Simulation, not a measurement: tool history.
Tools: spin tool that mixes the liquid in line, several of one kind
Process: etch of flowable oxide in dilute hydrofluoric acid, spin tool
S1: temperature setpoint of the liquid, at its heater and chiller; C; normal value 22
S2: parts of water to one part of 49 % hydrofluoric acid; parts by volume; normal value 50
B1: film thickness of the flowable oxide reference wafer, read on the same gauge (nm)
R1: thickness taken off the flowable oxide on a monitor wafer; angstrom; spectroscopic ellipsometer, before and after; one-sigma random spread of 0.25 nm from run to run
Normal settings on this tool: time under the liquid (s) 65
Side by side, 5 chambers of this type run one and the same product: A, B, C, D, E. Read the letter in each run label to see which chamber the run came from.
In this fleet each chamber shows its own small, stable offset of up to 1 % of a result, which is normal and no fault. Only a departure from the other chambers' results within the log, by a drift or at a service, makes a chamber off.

run 1D day=0.15 | S1=22 S2=50 time_under_the_liquid_(s)=65 | B1=150.05 | R1=542.64
run 2A day=0.321 | S1=22 S2=50 time_under_the_liquid_(s)=65 | B1=149.98 | R1=539.1
run 3B day=0.488 | S1=22 S2=50 time_under_the_liquid_(s)=65 | B1=150.03 | R1=538.27
run 4E day=0.75 | S1=22 S2=50 time_under_the_liquid_(s)=65 | B1=149.95 | R1=535.59
-- day=0.804 chamber A: thermometer replaced
run 5C day=0.917 | S1=22 S2=50 time_under_the_liquid_(s)=65 | B1=150.02 | R1=540.48
run 6C day=1.188 | S1=22 S2=50 time_under_the_liquid_(s)=65 | B1=150.01 | R1=539.93
run 7E day=1.483 | S1=22 S2=50 time_under_the_liquid_(s)=65 | B1=149.97 | R1=529.8
run 8B day=1.658 | S1=22 S2=50 time_under_the_liquid_(s)=65 | B1=150.01 | R1=538.7
run 9D day=1.879 | S1=22 S2=50 time_under_the_liquid_(s)=65 | B1=149.98 | R1=537.71
run 10A day=2.125 | S1=22 S2=50 time_under_the_liquid_(s)=65 | B1=149.96 | R1=543.93
run 11E day=2.429 | S1=22 S2=50 time_under_the_liquid_(s)=65 | B1=150.04 | R1=540.45
run 12B day=2.683 | S1=22 S2=50 time_under_the_liquid_(s)=85 | B1=149.98 | R1=705.12
run 13D day=2.838 | S1=22 S2=50 time_under_the_liquid_(s)=85 | B1=150.03 | R1=705.08
-- day=2.929 chamber B: thermometer replaced
run 14A day=3.071 | S1=22 S2=50 time_under_the_liquid_(s)=85 | B1=150.05 | R1=713.58
run 15C day=3.329 | S1=22 S2=50 time_under_the_liquid_(s)=85 | B1=150.03 | R1=709.2
run 16C day=3.471 | S1=22 S2=50 time_under_the_liquid_(s)=85 | B1=149.98 | R1=701.99
run 17A day=3.692 | S1=22 S2=50 time_under_the_liquid_(s)=65 | B1=149.97 | R1=542.94
run 18D day=3.875 | S1=22 S2=50 time_under_the_liquid_(s)=65 | B1=150.03 | R1=532.63
run 19B day=4.138 | S1=22 S2=50 time_under_the_liquid_(s)=65 | B1=149.96 | R1=539.94
run 20E day=4.425 | S1=22 S2=50 time_under_the_liquid_(s)=65 | B1=149.99 | R1=537.2
run 21B day=4.662 | S1=22 S2=50 time_under_the_liquid_(s)=65 | B1=150 | R1=534.92
run 22A day=4.871 | S1=22 S2=50 time_under_the_liquid_(s)=65 | B1=150 | R1=543.93
run 23E day=5.154 | S1=22 S2=50 time_under_the_liquid_(s)=65 | B1=150.02 | R1=532.7
run 24C day=5.354 | S1=22 S2=50 time_under_the_liquid_(s)=65 | B1=150 | R1=544.73
run 25D day=5.65 | S1=22 S2=50 time_under_the_liquid_(s)=65 | B1=149.97 | R1=521.61
run 26D day=5.838 | S1=22 S2=50 time_under_the_liquid_(s)=65 | B1=149.99 | R1=518.88
run 27A day=6.088 | S1=22 S2=50 time_under_the_liquid_(s)=65 | B1=150.03 | R1=544.19
run 28E day=6.375 | S1=22 S2=50 time_under_the_liquid_(s)=65 | B1=150.03 | R1=534.49
run 29B day=6.575 | S1=22 S2=50 time_under_the_liquid_(s)=65 | B1=149.93 | R1=534.23
run 30C day=6.825 | S1=22 S2=50 time_under_the_liquid_(s)=65 | B1=150.01 | R1=536.89
run 31C day=6.996 | S1=22 S2=50 time_under_the_liquid_(s)=65 | B1=150.02 | R1=539.82
run 32D day=7.242 | S1=22 S2=50 time_under_the_liquid_(s)=65 | B1=150.02 | R1=511.42
run 33A day=7.446 | S1=22 S2=50 time_under_the_liquid_(s)=65 | B1=150.01 | R1=545.36
run 34E day=7.638 | S1=22 S2=50 time_under_the_liquid_(s)=65 | B1=149.99 | R1=533.22

Decide between three cases: one chamber stands off from its peers, the gauge reading all wafers drifts, or nothing is wrong past each chamber's small offset. Where a chamber is off, say which and what most likely put it there.

One chamber, D, drifts off from the rest bit by bit.
What lies behind it: liquid colder than its thermometer reads (K) = 1.51.
With only this log, it may be confused with: hydrofluoric acid flow below the setpoint (%).

Which of the 4 candidates below, each the usual settings with something changed and its results left as question marks, puts chamber D back in line with what the other chambers give on the usual settings?
A result is in line if it is within this distance of the other chambers' mean on the usual settings: R1 8.6 angstrom
run 35D-1 day=7.854 | S1=22.5 S2=50 time_under_the_liquid_(s)=65 | R1=?
run 35D-2 day=7.854 | S1=23.5 S2=50 time_under_the_liquid_(s)=65 | R1=?
run 35D-3 day=7.854 | S1=21.5 S2=50 time_under_the_liquid_(s)=65 | R1=?
run 35D-4 day=7.854 | S1=20.5 S2=50 time_under_the_liquid_(s)=65 | R1=?

Average result of the remaining chambers running the usual settings: R1 538.61 angstrom
run=35D-1 R1=517.81
run=35D-2 R1=540.24
run=35D-3 R1=496.36
run=35D-4 R1=475.43
The right change is 35D-2: it brings the chamber back within the allowed miss of the others.
